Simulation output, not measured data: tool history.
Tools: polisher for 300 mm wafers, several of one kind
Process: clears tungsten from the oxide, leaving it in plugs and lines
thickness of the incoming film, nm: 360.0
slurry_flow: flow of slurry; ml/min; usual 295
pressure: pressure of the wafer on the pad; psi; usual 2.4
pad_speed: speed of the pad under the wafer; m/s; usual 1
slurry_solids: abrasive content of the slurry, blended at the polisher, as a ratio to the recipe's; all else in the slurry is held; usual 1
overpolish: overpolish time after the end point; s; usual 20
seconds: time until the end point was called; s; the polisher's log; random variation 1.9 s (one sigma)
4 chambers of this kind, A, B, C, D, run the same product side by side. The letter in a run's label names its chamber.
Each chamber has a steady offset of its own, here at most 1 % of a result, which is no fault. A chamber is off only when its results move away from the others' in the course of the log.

{"hour": 2.8, "done": "chamber B: worn pad replaced by a new one"}
{"hour": 11.0, "done": "chamber D: worn pad replaced by a new one"}
{"run": "1D", "hour": 11.2, "slurry_flow": 295, "pressure": 2.4, "pad_speed": 1, "slurry_solids": 1, "overpolish": 20, "seconds": 102.39}
{"run": "2C", "hour": 22.8, "slurry_flow": 295, "pressure": 2.4, "pad_speed": 1, "slurry_solids": 1, "overpolish": 20, "seconds": 99.687}
{"run": "3A", "hour": 33.8, "slurry_flow": 295, "pressure": 2.4, "pad_speed": 1, "slurry_solids": 1, "overpolish": 20, "seconds": 100.86}
{"run": "4B", "hour": 39.9, "slurry_flow": 295, "pressure": 2.4, "pad_speed": 1, "slurry_solids": 1, "overpolish": 20, "seconds": 99.389}
{"hour": 46.8, "done": "chamber D: slurry tank refilled with fresh slurry and peroxide"}
{"hour": 49.2, "done": "chamber A: slurry tank refilled with fresh slurry and peroxide"}
{"run": "5A", "hour": 51.6, "slurry_flow": 295, "pressure": 2.4, "pad_speed": 1, "slurry_solids": 1, "overpolish": 20, "seconds": 102.05}
{"hour": 57.2, "done": "chamber B: slurry tank refilled with fresh slurry and peroxide"}
{"run": "6C", "hour": 59.6, "slurry_flow": 295, "pressure": 2.4, "pad_speed": 1, "slurry_solids": 1, "overpolish": 20, "seconds": 99.473}
{"hour": 67.4, "done": "chamber C: slurry blender recalibrated"}
{"run": "7B", "hour": 71.6, "slurry_flow": 295, "pressure": 2.4, "pad_speed": 1, "slurry_solids": 1, "overpolish": 20, "seconds": 100.77}
{"hour": 74.7, "done": "chamber B: head pressure recalibrated"}
{"hour": 77.4, "done": "chamber D: head pressure recalibrated"}
{"run": "8D", "hour": 82.2, "slurry_flow": 295, "pressure": 2.4, "pad_speed": 1, "slurry_solids": 1, "overpolish": 20, "seconds": 104.23}
{"hour": 83.6, "done": "chamber D: worn pad replaced by a new one"}
{"hour": 84.6, "done": "chamber A: head pressure recalibrated"}
{"run": "9A", "hour": 88.3, "slurry_flow": 295, "pressure": 2.4, "pad_speed": 1, "slurry_solids": 1, "overpolish": 20, "seconds": 102.88}
{"hour": 90.7, "done": "chamber A: slurry blender recalibrated"}
{"hour": 94.2, "done": "chamber C: slurry tank refilled with fresh slurry and peroxide"}
{"hour": 94.7, "done": "chamber A: worn pad replaced by a new one"}
{"hour": 95.4, "done": "chamber D: slurry blender recalibrated"}
{"hour": 97.8, "done": "chamber C: head pressure recalibrated"}
{"run": "10C", "hour": 98.6, "slurry_flow": 295, "pressure": 2.4, "pad_speed": 1, "slurry_solids": 1, "overpolish": 20, "seconds": 102.21}
{"run": "11D", "hour": 104.6, "slurry_flow": 295, "pressure": 1.9, "pad_speed": 1, "slurry_solids": 1, "overpolish": 29, "seconds": 127.09}
{"hour": 112.7, "done": "chamber C: worn pad replaced by a new one"}
{"run": "12B", "hour": 114.7, "slurry_flow": 295, "pressure": 1.9, "pad_speed": 1, "slurry_solids": 1, "overpolish": 29, "seconds": 127.23}
{"run": "13B", "hour": 122.9, "slurry_flow": 295, "pressure": 1.9, "pad_speed": 1, "slurry_solids": 1, "overpolish": 29, "seconds": 131.66}
{"hour": 125.7, "done": "chamber B: slurry tank refilled with fresh slurry and peroxide"}
{"hour": 129.2, "done": "chamber B: worn pad replaced by a new one"}
{"run": "14C", "hour": 130.7, "slurry_flow": 295, "pressure": 1.9, "pad_speed": 1, "slurry_solids": 1, "overpolish": 29, "seconds": 128.25}
{"run": "15A", "hour": 141.3, "slurry_flow": 295, "pressure": 2.4, "pad_speed": 1, "slurry_solids": 1.15, "overpolish": 14, "seconds": 100.24}
{"run": "16D", "hour": 146.7, "slurry_flow": 295, "pressure": 2.4, "pad_speed": 1, "slurry_solids": 1.15, "overpolish": 14, "seconds": 100.41}
{"run": "17B", "hour": 153.4, "slurry_flow": 295, "pressure": 2.4, "pad_speed": 1, "slurry_solids": 1.15, "overpolish": 14, "seconds": 98.92}
{"hour": 159.6, "done": "chamber D: slurry tank refilled with fresh slurry and peroxide"}
{"hour": 159.9, "done": "chamber D: worn pad replaced by a new one"}
{"run": "18C", "hour": 160.8, "slurry_flow": 295, "pressure": 2.4, "pad_speed": 1, "slurry_solids": 1.15, "overpolish": 14, "seconds": 99.737}
{"hour": 162.3, "done": "chamber B: slurry blender recalibrated"}
{"run": "19D", "hour": 172.7, "slurry_flow": 295, "pressure": 2.4, "pad_speed": 1, "slurry_solids": 0.9, "overpolish": 30, "seconds": 103.89}
{"run": "20A", "hour": 179.6, "slurry_flow": 295, "pressure": 2.4, "pad_speed": 1, "slurry_solids": 0.9, "overpolish": 30, "seconds": 107.29}
{"hour": 182.4, "done": "chamber B: slurry tank refilled with fresh slurry and peroxide"}
{"run": "21B", "hour": 190.9, "slurry_flow": 295, "pressure": 2.4, "pad_speed": 1, "slurry_solids": 0.9, "overpolish": 30, "seconds": 105.88}
{"hour": 192.8, "done": "chamber A: worn pad replaced by a new one"}
{"run": "22D", "hour": 202.6, "slurry_flow": 295, "pressure": 2.4, "pad_speed": 1, "slurry_solids": 0.9, "overpolish": 30, "seconds": 106.23}
{"run": "23A", "hour": 211.6, "slurry_flow": 295, "pressure": 2.4, "pad_speed": 1, "slurry_solids": 1, "overpolish": 20, "seconds": 102.25}
{"hour": 213.4, "done": "chamber C: slurry tank refilled with fresh slurry and peroxide"}
{"run": "24C", "hour": 217.6, "slurry_flow": 240, "pressure": 2.4, "pad_speed": 1, "slurry_solids": 1, "overpolish": 20, "seconds": 105.35}
{"run": "25B", "hour": 229.1, "slurry_flow": 240, "pressure": 2.4, "pad_speed": 1, "slurry_solids": 1, "overpolish": 20, "seconds": 106.27}
{"hour": 230.3, "done": "chamber B: worn pad replaced by a new one"}
{"hour": 239.8, "done": "chamber D: worn pad replaced by a new one"}
{"run": "26C", "hour": 241.3, "slurry_flow": 240, "pressure": 2.4, "pad_speed": 1, "slurry_solids": 1, "overpolish": 20, "seconds": 103.24}
{"hour": 244.1, "done": "chamber A: slurry tank refilled with fresh slurry and peroxide"}
{"run": "27D", "hour": 247.0, "slurry_flow": 240, "pressure": 2.4, "pad_speed": 1, "slurry_solids": 1, "overpolish": 20, "seconds": 103.29}
{"hour": 252.2, "done": "chamber C: slurry blender recalibrated"}
{"hour": 254.3, "done": "chamber B: slurry tank refilled with fresh slurry and peroxide"}
{"run": "28A", "hour": 258.2, "slurry_flow": 295, "pressure": 2.4, "pad_speed": 1, "slurry_solids": 1, "overpolish": 20, "seconds": 103.1}
{"hour": 263.6, "done": "chamber C: worn pad replaced by a new one"}
{"run": "29D", "hour": 267.7, "slurry_flow": 295, "pressure": 2.4, "pad_speed": 1, "slurry_solids": 1, "overpolish": 20, "seconds": 98.831}
{"hour": 268.4, "done": "chamber D: slurry tank refilled with fresh slurry and peroxide"}
{"run": "30C", "hour": 273.3, "slurry_flow": 295, "pressure": 2.4, "pad_speed": 1, "slurry_solids": 1, "overpolish": 20, "seconds": 104.44}
{"run": "31B", "hour": 281.3, "slurry_flow": 295, "pressure": 2.4, "pad_speed": 1, "slurry_solids": 1, "overpolish": 20, "seconds": 104.33}
{"hour": 285.1, "done": "chamber D: slurry blender recalibrated"}
{"run": "32A", "hour": 290.4, "slurry_flow": 295, "pressure": 2.4, "pad_speed": 1, "slurry_solids": 1, "overpolish": 20, "seconds": 106.17}
{"run": "33C", "hour": 297.9, "slurry_flow": 295, "pressure": 2.4, "pad_speed": 1, "slurry_solids": 1, "overpolish": 20, "seconds": 101.96}
{"hour": 303.0, "done": "chamber A: worn pad replaced by a new one"}
{"run": "34A", "hour": 306.2, "slurry_flow": 295, "pressure": 2.4, "pad_speed": 1, "slurry_solids": 1, "overpolish": 20, "seconds": 103.37}
{"hour": 317.5, "done": "chamber B: slurry tank refilled with fresh slurry and peroxide"}
{"run": "35B", "hour": 318.3, "slurry_flow": 295, "pressure": 2.4, "pad_speed": 1, "slurry_solids": 1, "overpolish": 20, "seconds": 104}
{"run": "36D", "hour": 324.7, "slurry_flow": 295, "pressure": 2.4, "pad_speed": 1, "slurry_solids": 1, "overpolish": 20, "seconds": 104.48}
{"run": "37B", "hour": 330.3, "slurry_flow": 295, "pressure": 2.4, "pad_speed": 1, "slurry_solids": 1, "overpolish": 20, "seconds": 102.51}

What goes on in this fleet: one chamber off, a drifting gauge, or nothing beyond the chambers' own small offsets? Name the chamber and the cause, if any.

No chamber stands off beyond its own small offset, and the gauge holds steady.
